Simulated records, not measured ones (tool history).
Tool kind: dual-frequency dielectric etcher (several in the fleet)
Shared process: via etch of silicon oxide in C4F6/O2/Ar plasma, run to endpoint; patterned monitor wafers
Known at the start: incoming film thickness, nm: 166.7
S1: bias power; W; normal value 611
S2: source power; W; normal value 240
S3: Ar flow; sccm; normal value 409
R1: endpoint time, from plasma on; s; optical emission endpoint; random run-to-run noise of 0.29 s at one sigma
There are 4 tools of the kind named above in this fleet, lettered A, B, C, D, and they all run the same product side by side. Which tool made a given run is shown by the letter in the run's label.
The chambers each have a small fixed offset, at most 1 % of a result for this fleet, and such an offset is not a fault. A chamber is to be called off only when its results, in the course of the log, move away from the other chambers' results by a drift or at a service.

| run | hour | S1 | S2 | S3 | R1 |
|---|---|---|---|---|---|
| 1C | 6.1 | 611 | 240 | 409 | 42.098 |
| 2A | 14.5 | 611 | 240 | 409 | 43.041 |
| 3D | 26.1 | 611 | 240 | 409 | 43.104 |
| 4B | 39.4 | 611 | 240 | 409 | 42.161 |
| 5D | 51.9 | 611 | 240 | 409 | 42.616 |
| 6C | 61.7 | 611 | 240 | 409 | 42.625 |
| 7A | 70.4 | 611 | 240 | 409 | 41.852 |
| 8B | 80.6 | 611 | 240 | 409 | 41.904 |
| 9B | 92.5 | 611 | 240 | 409 | 41.959 |
| 10A | 105.2 | 692 | 240 | 409 | 40.367 |
| 11C | 116.0 | 692 | 240 | 409 | 39.965 |
| 12D | 123.2 | 692 | 240 | 409 | 40.349 |
|  | 123.8 | chamber A: bias power generator calibrated |
| 13A | 136.5 | 692 | 240 | 409 | 40.123 |
|  | 143.8 | chamber D: wet clean of the chamber |
| 14C | 145.8 | 611 | 240 | 409 | 42.485 |
| 15B | 153.2 | 611 | 240 | 409 | 41.507 |
| 16D | 163.7 | 611 | 240 | 409 | 42.552 |
| 17A | 172.4 | 611 | 240 | 409 | 42.172 |
| 18C | 182.6 | 611 | 240 | 409 | 42.349 |
| 19D | 196.5 | 611 | 240 | 409 | 42.299 |
| 20B | 208.1 | 611 | 280 | 455 | 38.896 |
| 21D | 214.5 | 611 | 280 | 455 | 40.367 |
| 22B | 224.0 | 611 | 280 | 455 | 39.259 |
| 23A | 234.5 | 611 | 280 | 455 | 40.102 |
| 24C | 245.6 | 611 | 240 | 409 | 42.484 |
| 25D | 252.6 | 611 | 240 | 409 | 41.925 |
| 26A | 265.6 | 611 | 240 | 409 | 41.976 |
| 27B | 277.4 | 611 | 240 | 409 | 40.464 |
| 28C | 285.1 | 611 | 240 | 409 | 42.463 |
| 29A | 296.5 | 611 | 240 | 409 | 41.922 |
| 30B | 304.0 | 611 | 240 | 409 | 40.709 |
| 31D | 311.6 | 611 | 240 | 409 | 42.555 |
| 32C | 322.3 | 611 | 240 | 409 | 42.193 |

What goes on in this fleet: one chamber off, a drifting gauge, or nothing beyond the chambers' own small offsets? Name the chamber and the cause, if any.

It is chamber B that slowly wanders off from its peers.
Most likely cause: etch rate over this chamber's usual, % = 4.75.

Here are 4 candidates for chamber B's next run, each the usual settings with a change, their results left as question marks. Which one brings its results back in line with what the others give on the usual settings?
Counts as in line when no further than this from what the other chambers average on the usual settings: R1 1.000 s
| 33B-1 | 332.4 | 750 | 240 | 409 | ? |
| 33B-2 | 332.4 | 537 | 240 | 409 | ? |
| 33B-3 | 332.4 | 679 | 240 | 396 | ? |
| 33B-4 | 332.4 | 489 | 240 | 409 | ? |

On the usual settings, the other chambers give on average: R1 42.346 s
| run | R1 |
|---|---|
| 33B-1 | 37.114 |
| 33B-2 | 42.419 |
| 33B-3 | 38.498 |
| 33B-4 | 44.000 |
With 33B-2, the chamber falls back in line with the rest.
